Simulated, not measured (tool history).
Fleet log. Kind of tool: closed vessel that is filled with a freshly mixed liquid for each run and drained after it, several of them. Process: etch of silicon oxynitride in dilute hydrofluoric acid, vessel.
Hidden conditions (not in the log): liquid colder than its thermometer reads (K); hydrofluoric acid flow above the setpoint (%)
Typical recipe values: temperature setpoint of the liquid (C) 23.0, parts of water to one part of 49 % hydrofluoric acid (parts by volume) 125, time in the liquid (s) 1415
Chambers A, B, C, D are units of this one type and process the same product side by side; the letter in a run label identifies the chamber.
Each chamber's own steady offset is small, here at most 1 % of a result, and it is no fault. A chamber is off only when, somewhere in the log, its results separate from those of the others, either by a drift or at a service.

| run | hour | temperature setpoint of the liquid (C) | parts of water to one part of 49 % hydrofluoric acid (parts by volume) | time in the liquid (s) | hours since the thermometer was replaced | hours since the hydrofluoric acid flow meter was replaced | read-back film thickness of the silicon oxynitride reference wafer, read on the same gauge (nm) | thickness taken off the silicon oxynitride on a monitor wafer (Å) |
|---|---|---|---|---|---|---|---|---|
| 1B | 3.8 | 23.0 | 125 | 1415 | 953.5 | 452.7 | 89.987 | 234.94 |
| 2D | 8.0 | 23.0 | 125 | 1415 | 183.6 | 1116.9 | 90.008 | 233.60 |
| 3C | 12.8 | 23.0 | 125 | 1415 | 1546.6 | 290.4 | 90.001 | 235.40 |
| 4A | 17.0 | 23.0 | 125 | 1415 | 2460.2 | 377.4 | 90.008 | 232.75 |
| 5D | 20.7 | 23.0 | 125 | 1810 | 196.3 | 1129.6 | 90.006 | 299.19 |
| 6B | 24.5 | 23.0 | 125 | 1810 | 974.2 | 473.4 | 89.988 | 299.89 |
| 7C | 29.5 | 23.0 | 125 | 1810 | 1563.3 | 307.1 | 90.011 | 300.30 |
| 8A | 31.7 | 23.0 | 125 | 1810 | 2474.9 | 392.1 | 90.000 | 298.66 |
| 9C | 35.6 | 23.0 | 125 | 1415 | 1569.4 | 313.2 | 90.015 | 233.78 |
|  | 37.0 | chamber A: thermometer replaced |
| 10D | 38.7 | 23.0 | 125 | 1415 | 214.3 | 1147.6 | 89.987 | 236.00 |
| 11A | 41.9 | 23.0 | 65 | 850 | 4.9 | 402.3 | 89.994 | 285.38 |
| 12B | 44.1 | 23.0 | 65 | 850 | 993.8 | 493.0 | 89.988 | 281.11 |
| 13B | 46.9 | 23.0 | 65 | 850 | 996.6 | 495.8 | 89.998 | 281.14 |
| 14D | 51.0 | 23.0 | 65 | 850 | 226.6 | 1159.9 | 89.981 | 286.13 |
| 15C | 53.9 | 23.0 | 125 | 765 | 1587.7 | 331.5 | 89.991 | 127.13 |
| 16A | 58.3 | 23.0 | 125 | 765 | 21.3 | 418.7 | 89.989 | 125.96 |
| 17C | 61.3 | 23.0 | 125 | 765 | 1595.1 | 338.9 | 90.010 | 126.58 |
| 18B | 64.0 | 23.0 | 125 | 765 | 1013.7 | 512.9 | 89.995 | 127.05 |
| 19A | 68.2 | 26.0 | 125 | 1030 | 31.2 | 428.6 | 89.982 | 196.02 |
| 20D | 70.3 | 26.0 | 125 | 1030 | 245.9 | 1179.2 | 89.993 | 200.23 |
| 21B | 74.8 | 26.0 | 125 | 1030 | 1024.5 | 523.7 | 90.012 | 195.23 |
| 22A | 77.3 | 26.0 | 125 | 1030 | 40.3 | 437.7 | 90.006 | 194.25 |
| 23D | 82.2 | 23.0 | 125 | 1415 | 257.8 | 1191.1 | 90.024 | 237.92 |
| 24C | 87.3 | 23.0 | 125 | 1415 | 1621.1 | 364.9 | 89.985 | 237.07 |
| 25B | 92.0 | 23.0 | 125 | 1415 | 1041.7 | 540.9 | 90.002 | 234.13 |
| 26A | 94.6 | 25.0 | 125 | 1415 | 57.6 | 455.0 | 90.019 | 256.64 |
| 27D | 99.5 | 25.0 | 125 | 1415 | 275.1 | 1208.4 | 89.984 | 266.58 |
| 28C | 104.2 | 25.0 | 125 | 1415 | 1638.0 | 381.8 | 90.013 | 256.31 |

Which is it: a chamber that has drifted or been left off by a service, a gauge drift common to all chambers, or only each chamber's usual small offset? If a chamber is off, name it and its likeliest cause.

It is chamber D that slowly wanders off from its peers.
Likeliest cause: hydrofluoric acid flow above the setpoint (%) = 3.7.
With only this log, it may be confused with: liquid hotter than its thermometer reads (K).

Chamber D could run next with any of the 4 candidate recipes listed below; each alters the usual settings, and their results appear as question marks. Which one brings its results back in line with what the other chambers deliver on the usual settings?
Maximum distance from the other chambers' mean on the usual settings for a result to count as in line: thickness taken off the silicon oxynitride on a monitor wafer (Å) 3.10
| 29D-1 | 107.8 | 23.0 | 125 | 1365 |  |  |  | ? |
| 29D-2 | 107.8 | 23.0 | 125 | 1465 |  |  |  | ? |
| 29D-3 | 107.8 | 23.0 | 125 | 1400 |  |  |  | ? |
| 29D-4 | 107.8 | 23.0 | 125 | 1435 |  |  |  | ? |

Usual-settings mean across the other chambers: thickness taken off the silicon oxynitride on a monitor wafer (Å) 234.06
| run | thickness taken off the silicon oxynitride on a monitor wafer (Å) |
|---|---|
| 29D-1 | 234.23 |
| 29D-2 | 251.39 |
| 29D-3 | 240.24 |
| 29D-4 | 246.24 |
29D-1 puts the chamber back in line with the other chambers.

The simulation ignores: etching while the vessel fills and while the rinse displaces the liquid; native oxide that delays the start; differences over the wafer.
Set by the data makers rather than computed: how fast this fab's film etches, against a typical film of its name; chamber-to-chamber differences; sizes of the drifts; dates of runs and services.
